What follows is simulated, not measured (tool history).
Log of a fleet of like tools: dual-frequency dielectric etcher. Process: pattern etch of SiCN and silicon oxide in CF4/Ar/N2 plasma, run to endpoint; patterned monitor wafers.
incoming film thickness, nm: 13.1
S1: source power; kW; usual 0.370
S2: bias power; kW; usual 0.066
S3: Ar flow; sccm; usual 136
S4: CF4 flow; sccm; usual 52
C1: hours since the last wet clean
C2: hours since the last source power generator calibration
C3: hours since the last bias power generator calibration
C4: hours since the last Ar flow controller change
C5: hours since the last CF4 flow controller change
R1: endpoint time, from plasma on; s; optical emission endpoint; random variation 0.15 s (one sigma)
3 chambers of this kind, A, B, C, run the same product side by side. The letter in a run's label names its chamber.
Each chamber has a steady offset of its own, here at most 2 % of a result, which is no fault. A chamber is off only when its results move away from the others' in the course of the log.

run 1C day=0.154 | S1=0.370 S2=0.066 S3=136 S4=52 | C1=114.1 C2=712.8 C3=1796.1 C4=886.0 C5=2270.1 | R1=20.789
run 2B day=0.283 | S1=0.370 S2=0.066 S3=136 S4=52 | C1=266.5 C2=2275.5 C3=2694.2 C4=413.9 C5=2647.4 | R1=20.819
run 3A day=0.438 | S1=0.370 S2=0.066 S3=136 S4=52 | C1=215.0 C2=1979.8 C3=707.4 C4=4479.0 C5=3838.0 | R1=20.328
run 4B day=0.533 | S1=0.370 S2=0.066 S3=136 S4=52 | C1=272.5 C2=2281.5 C3=2700.2 C4=419.9 C5=2653.4 | R1=20.767
run 5A day=0.679 | S1=0.370 S2=0.066 S3=136 S4=56 | C1=220.8 C2=1985.6 C3=713.2 C4=4484.8 C5=3843.8 | R1=20.098
run 6C day=0.804 | S1=0.370 S2=0.066 S3=136 S4=56 | C1=129.7 C2=728.4 C3=1811.7 C4=901.6 C5=2285.7 | R1=20.768
run 7B day=0.921 | S1=0.370 S2=0.066 S3=136 S4=56 | C1=281.8 C2=2290.8 C3=2709.5 C4=429.2 C5=2662.7 | R1=20.630
run 8C day=1.100 | S1=0.370 S2=0.066 S3=107 S4=52 | C1=136.8 C2=735.5 C3=1818.8 C4=908.7 C5=2292.8 | R1=19.917
run 9A day=1.233 | S1=0.370 S2=0.066 S3=107 S4=52 | C1=234.1 C2=1998.9 C3=726.5 C4=4498.1 C5=3857.1 | R1=19.884
run 10B day=1.375 | S1=0.370 S2=0.066 S3=107 S4=52 | C1=292.7 C2=2301.7 C3=2720.4 C4=440.1 C5=2673.6 | R1=20.086
run 11A day=1.512 | S1=0.370 S2=0.066 S3=136 S4=63 | C1=240.8 C2=2005.6 C3=733.2 C4=4504.8 C5=3863.8 | R1=19.800
run 12C day=1.662 | S1=0.370 S2=0.066 S3=136 S4=63 | C1=150.3 C2=749.0 C3=1832.3 C4=922.2 C5=2306.3 | R1=20.197
run 13B day=1.758 | S1=0.370 S2=0.066 S3=136 S4=63 | C1=301.9 C2=2310.9 C3=2729.6 C4=449.3 C5=2682.8 | R1=20.005
run 14C day=1.871 | S1=0.370 S2=0.066 S3=136 S4=52 | C1=155.3 C2=754.0 C3=1837.3 C4=927.2 C5=2311.3 | R1=20.618
run 15A day=1.983 | S1=0.370 S2=0.066 S3=136 S4=52 | C1=252.1 C2=2016.9 C3=744.5 C4=4516.1 C5=3875.1 | R1=20.507
run 16C day=2.092 | S1=0.370 S2=0.066 S3=136 S4=52 | C1=160.6 C2=759.3 C3=1842.6 C4=932.5 C5=2316.6 | R1=20.411
run 17B day=2.258 | S1=0.370 S2=0.066 S3=136 S4=52 | C1=313.9 C2=2322.9 C3=2741.6 C4=461.3 C5=2694.8 | R1=21.133
run 18A day=2.412 | S1=0.370 S2=0.066 S3=109 S4=52 | C1=262.4 C2=2027.2 C3=754.8 C4=4526.4 C5=3885.4 | R1=19.583
run 19B day=2.558 | S1=0.370 S2=0.066 S3=109 S4=52 | C1=321.1 C2=2330.1 C3=2748.8 C4=468.5 C5=2702.0 | R1=20.391
run 20A day=2.704 | S1=0.370 S2=0.066 S3=109 S4=52 | C1=269.4 C2=2034.2 C3=761.8 C4=4533.4 C5=3892.4 | R1=19.820
run 21C day=2.888 | S1=0.370 S2=0.066 S3=136 S4=52 | C1=179.7 C2=778.4 C3=1861.7 C4=951.6 C5=2335.7 | R1=20.671
run 22B day=2.983 | S1=0.370 S2=0.066 S3=136 S4=52 | C1=331.3 C2=2340.3 C3=2759.0 C4=478.7 C5=2712.2 | R1=21.339
run 23C day=3.167 | S1=0.370 S2=0.066 S3=136 S4=52 | C1=186.4 C2=785.1 C3=1868.4 C4=958.3 C5=2342.4 | R1=20.652
run 24A day=3.271 | S1=0.370 S2=0.066 S3=136 S4=52 | C1=283.0 C2=2047.8 C3=775.4 C4=4547.0 C5=3906.0 | R1=20.475
run 25C day=3.446 | S1=0.370 S2=0.066 S3=136 S4=52 | C1=193.1 C2=791.8 C3=1875.1 C4=965.0 C5=2349.1 | R1=20.786
run 26A day=3.625 | S1=0.370 S2=0.066 S3=136 S4=52 | C1=291.5 C2=2056.3 C3=783.9 C4=4555.5 C5=3914.5 | R1=20.089
run 27B day=3.812 | S1=0.370 S2=0.066 S3=136 S4=52 | C1=351.2 C2=2360.2 C3=2778.9 C4=498.6 C5=2732.1 | R1=21.462
run 28A day=4.021 | S1=0.370 S2=0.066 S3=136 S4=52 | C1=301.0 C2=2065.8 C3=793.4 C4=4565.0 C5=3924.0 | R1=20.389
run 29C day=4.183 | S1=0.370 S2=0.066 S3=136 S4=52 | C1=210.8 C2=809.5 C3=1892.8 C4=982.7 C5=2366.8 | R1=20.753
run 30B day=4.333 | S1=0.370 S2=0.066 S3=136 S4=52 | C1=363.7 C2=2372.7 C3=2791.4 C4=511.1 C5=2744.6 | R1=21.435
run 31C day=4.475 | S1=0.370 S2=0.066 S3=136 S4=52 | C1=217.8 C2=816.5 C3=1899.8 C4=989.7 C5=2373.8 | R1=20.623
-- day=4.592 chamber A: wet clean of the chamber
run 32B day=4.596 | S1=0.370 S2=0.066 S3=136 S4=52 | C1=370.0 C2=2379.0 C3=2797.7 C4=517.4 C5=2750.9 | R1=21.654
run 33A day=4.775 | S1=0.370 S2=0.066 S3=136 S4=52 | C1=4.5 C2=2083.9 C3=811.5 C4=4583.1 C5=3942.1 | R1=20.764
run 34A day=4.933 | S1=0.370 S2=0.066 S3=136 S4=52 | C1=8.3 C2=2087.7 C3=815.3 C4=4586.9 C5=3945.9 | R1=20.384
run 35C day=5.104 | S1=0.370 S2=0.066 S3=136 S4=52 | C1=232.9 C2=831.6 C3=1914.9 C4=1004.8 C5=2388.9 | R1=20.398

Next, every chamber runs the same settings. What will each give?
run 36A day=5.250 | S1=0.370 S2=0.066 S3=136 S4=52 | R1=?
run 36B day=5.250 | S1=0.370 S2=0.066 S3=136 S4=52 | R1=?
run 36C day=5.250 | S1=0.370 S2=0.066 S3=136 S4=52 | R1=?

run=36A R1=20.220
run=36B R1=21.747
run=36C R1=20.736

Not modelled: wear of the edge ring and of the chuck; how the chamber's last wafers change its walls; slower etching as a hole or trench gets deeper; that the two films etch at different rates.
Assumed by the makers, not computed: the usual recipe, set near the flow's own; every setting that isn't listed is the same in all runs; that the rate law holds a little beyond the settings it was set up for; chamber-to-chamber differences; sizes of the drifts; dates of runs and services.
